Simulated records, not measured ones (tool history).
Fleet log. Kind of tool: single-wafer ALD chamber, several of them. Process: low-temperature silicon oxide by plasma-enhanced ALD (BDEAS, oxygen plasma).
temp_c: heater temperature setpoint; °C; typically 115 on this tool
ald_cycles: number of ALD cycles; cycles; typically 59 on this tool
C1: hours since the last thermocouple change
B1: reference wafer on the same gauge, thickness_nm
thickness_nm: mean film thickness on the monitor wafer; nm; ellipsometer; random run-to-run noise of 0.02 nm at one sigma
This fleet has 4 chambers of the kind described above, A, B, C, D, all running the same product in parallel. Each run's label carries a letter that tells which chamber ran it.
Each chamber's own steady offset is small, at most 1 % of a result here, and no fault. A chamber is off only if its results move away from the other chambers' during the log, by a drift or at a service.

{"run": "1A", "hour": 7.4, "temp_c": 115, "ald_cycles": 59, "C1": 1353.9, "B1": 8.7685, "thickness_nm": 8.1604}
{"run": "2C", "hour": 16.3, "temp_c": 115, "ald_cycles": 59, "C1": 257.5, "B1": 8.7651, "thickness_nm": 8.1855}
{"run": "3D", "hour": 24.7, "temp_c": 115, "ald_cycles": 59, "C1": 1862.0, "B1": 8.7712, "thickness_nm": 8.239}
{"run": "4B", "hour": 37.4, "temp_c": 115, "ald_cycles": 59, "C1": 690.2, "B1": 8.767, "thickness_nm": 8.2046}
{"run": "5B", "hour": 44.5, "temp_c": 115, "ald_cycles": 59, "C1": 697.3, "B1": 8.7701, "thickness_nm": 8.1867}
{"run": "6C", "hour": 53.1, "temp_c": 115, "ald_cycles": 59, "C1": 294.3, "B1": 8.7744, "thickness_nm": 8.2258}
{"run": "7D", "hour": 64.7, "temp_c": 115, "ald_cycles": 59, "C1": 1902.0, "B1": 8.7736, "thickness_nm": 8.2372}
{"run": "8A", "hour": 73.5, "temp_c": 120, "ald_cycles": 59, "C1": 1420.0, "B1": 8.7642, "thickness_nm": 8.1184}
{"run": "9D", "hour": 80.0, "temp_c": 120, "ald_cycles": 59, "C1": 1917.3, "B1": 8.7722, "thickness_nm": 8.2075}
{"run": "10C", "hour": 90.4, "temp_c": 120, "ald_cycles": 59, "C1": 331.6, "B1": 8.7689, "thickness_nm": 8.1559}
{"run": "11A", "hour": 98.5, "temp_c": 120, "ald_cycles": 59, "C1": 1445.0, "B1": 8.7686, "thickness_nm": 8.0748}
{"run": "12B", "hour": 110.2, "temp_c": 115, "ald_cycles": 59, "C1": 763.0, "B1": 8.7668, "thickness_nm": 8.1692}
{"run": "13A", "hour": 120.5, "temp_c": 115, "ald_cycles": 59, "C1": 1467.0, "B1": 8.7716, "thickness_nm": 8.1711}
{"run": "14B", "hour": 128.7, "temp_c": 115, "ald_cycles": 59, "C1": 781.5, "B1": 8.7741, "thickness_nm": 8.2418}
{"run": "15C", "hour": 134.7, "temp_c": 115, "ald_cycles": 59, "C1": 375.9, "B1": 8.7738, "thickness_nm": 8.2354}
{"run": "16D", "hour": 144.6, "temp_c": 115, "ald_cycles": 59, "C1": 1981.9, "B1": 8.774, "thickness_nm": 8.2733}
{"run": "17A", "hour": 156.8, "temp_c": 115, "ald_cycles": 59, "C1": 1503.3, "B1": 8.7698, "thickness_nm": 8.1852}
{"run": "18D", "hour": 168.5, "temp_c": 115, "ald_cycles": 59, "C1": 2005.8, "B1": 8.7682, "thickness_nm": 8.264}
{"run": "19C", "hour": 174.7, "temp_c": 115, "ald_cycles": 59, "C1": 415.9, "B1": 8.7684, "thickness_nm": 8.2191}
{"run": "20B", "hour": 186.7, "temp_c": 115, "ald_cycles": 59, "C1": 839.5, "B1": 8.7692, "thickness_nm": 8.1762}
{"run": "21B", "hour": 193.3, "temp_c": 115, "ald_cycles": 59, "C1": 846.1, "B1": 8.7672, "thickness_nm": 8.2127}
{"run": "22D", "hour": 200.8, "temp_c": 115, "ald_cycles": 59, "C1": 2038.1, "B1": 8.7712, "thickness_nm": 8.2546}
{"run": "23C", "hour": 210.9, "temp_c": 115, "ald_cycles": 59, "C1": 452.1, "B1": 8.7649, "thickness_nm": 8.2275}
{"run": "24A", "hour": 219.3, "temp_c": 115, "ald_cycles": 59, "C1": 1565.8, "B1": 8.7696, "thickness_nm": 8.1948}
{"run": "25D", "hour": 225.7, "temp_c": 115, "ald_cycles": 59, "C1": 2063.0, "B1": 8.7728, "thickness_nm": 8.2795}
{"run": "26A", "hour": 236.4, "temp_c": 115, "ald_cycles": 59, "C1": 1582.9, "B1": 8.7657, "thickness_nm": 8.1476}
{"run": "27C", "hour": 244.5, "temp_c": 115, "ald_cycles": 59, "C1": 485.7, "B1": 8.7685, "thickness_nm": 8.1885}
{"run": "28B", "hour": 251.0, "temp_c": 115, "ald_cycles": 59, "C1": 903.8, "B1": 8.7747, "thickness_nm": 8.2298}
{"run": "29A", "hour": 261.4, "temp_c": 115, "ald_cycles": 59, "C1": 1607.9, "B1": 8.769, "thickness_nm": 8.1776}
{"run": "30C", "hour": 267.8, "temp_c": 115, "ald_cycles": 59, "C1": 509.0, "B1": 8.7717, "thickness_nm": 8.2038}
{"run": "31B", "hour": 279.1, "temp_c": 115, "ald_cycles": 59, "C1": 931.9, "B1": 8.7691, "thickness_nm": 8.1881}
{"run": "32D", "hour": 288.5, "temp_c": 115, "ald_cycles": 59, "C1": 2125.8, "B1": 8.7716, "thickness_nm": 8.2499}
{"run": "33D", "hour": 297.7, "temp_c": 115, "ald_cycles": 59, "C1": 2135.0, "B1": 8.7755, "thickness_nm": 8.2669}
{"run": "34B", "hour": 310.2, "temp_c": 115, "ald_cycles": 59, "C1": 963.0, "B1": 8.771, "thickness_nm": 8.2035}
{"run": "35A", "hour": 319.8, "temp_c": 115, "ald_cycles": 59, "C1": 1666.3, "B1": 8.7698, "thickness_nm": 8.2039}
{"run": "36C", "hour": 332.2, "temp_c": 115, "ald_cycles": 59, "C1": 573.4, "B1": 8.7696, "thickness_nm": 8.1978}
{"run": "37D", "hour": 344.6, "temp_c": 115, "ald_cycles": 54, "C1": 2181.9, "B1": 8.7711, "thickness_nm": 7.5665}
{"hour": 356.2, "done": "chamber A: thermocouple changed; heater temperature recalibrated"}
{"run": "38B", "hour": 356.2, "temp_c": 115, "ald_cycles": 54, "C1": 1009.0, "B1": 8.7697, "thickness_nm": 7.4937}
{"run": "39C", "hour": 366.2, "temp_c": 115, "ald_cycles": 54, "C1": 607.4, "B1": 8.7638, "thickness_nm": 7.5304}
{"run": "40A", "hour": 372.0, "temp_c": 115, "ald_cycles": 54, "C1": 15.8, "B1": 8.7729, "thickness_nm": 7.4775}
{"run": "41B", "hour": 383.9, "temp_c": 115, "ald_cycles": 59, "C1": 1036.7, "B1": 8.7698, "thickness_nm": 8.2313}
{"run": "42D", "hour": 389.5, "temp_c": 115, "ald_cycles": 59, "C1": 2226.8, "B1": 8.7733, "thickness_nm": 8.2777}
{"run": "43A", "hour": 399.7, "temp_c": 115, "ald_cycles": 59, "C1": 43.5, "B1": 8.7695, "thickness_nm": 8.1786}
{"run": "44C", "hour": 410.6, "temp_c": 115, "ald_cycles": 59, "C1": 651.8, "B1": 8.7693, "thickness_nm": 8.2178}

Is one chamber out of step, is the gauge drifting, or do the chambers differ by no more than their own small offsets? For an off chamber, give its letter and the likeliest cause.

No chamber is off and the gauge is stable; the differences are just each chamber's small, constant offset.

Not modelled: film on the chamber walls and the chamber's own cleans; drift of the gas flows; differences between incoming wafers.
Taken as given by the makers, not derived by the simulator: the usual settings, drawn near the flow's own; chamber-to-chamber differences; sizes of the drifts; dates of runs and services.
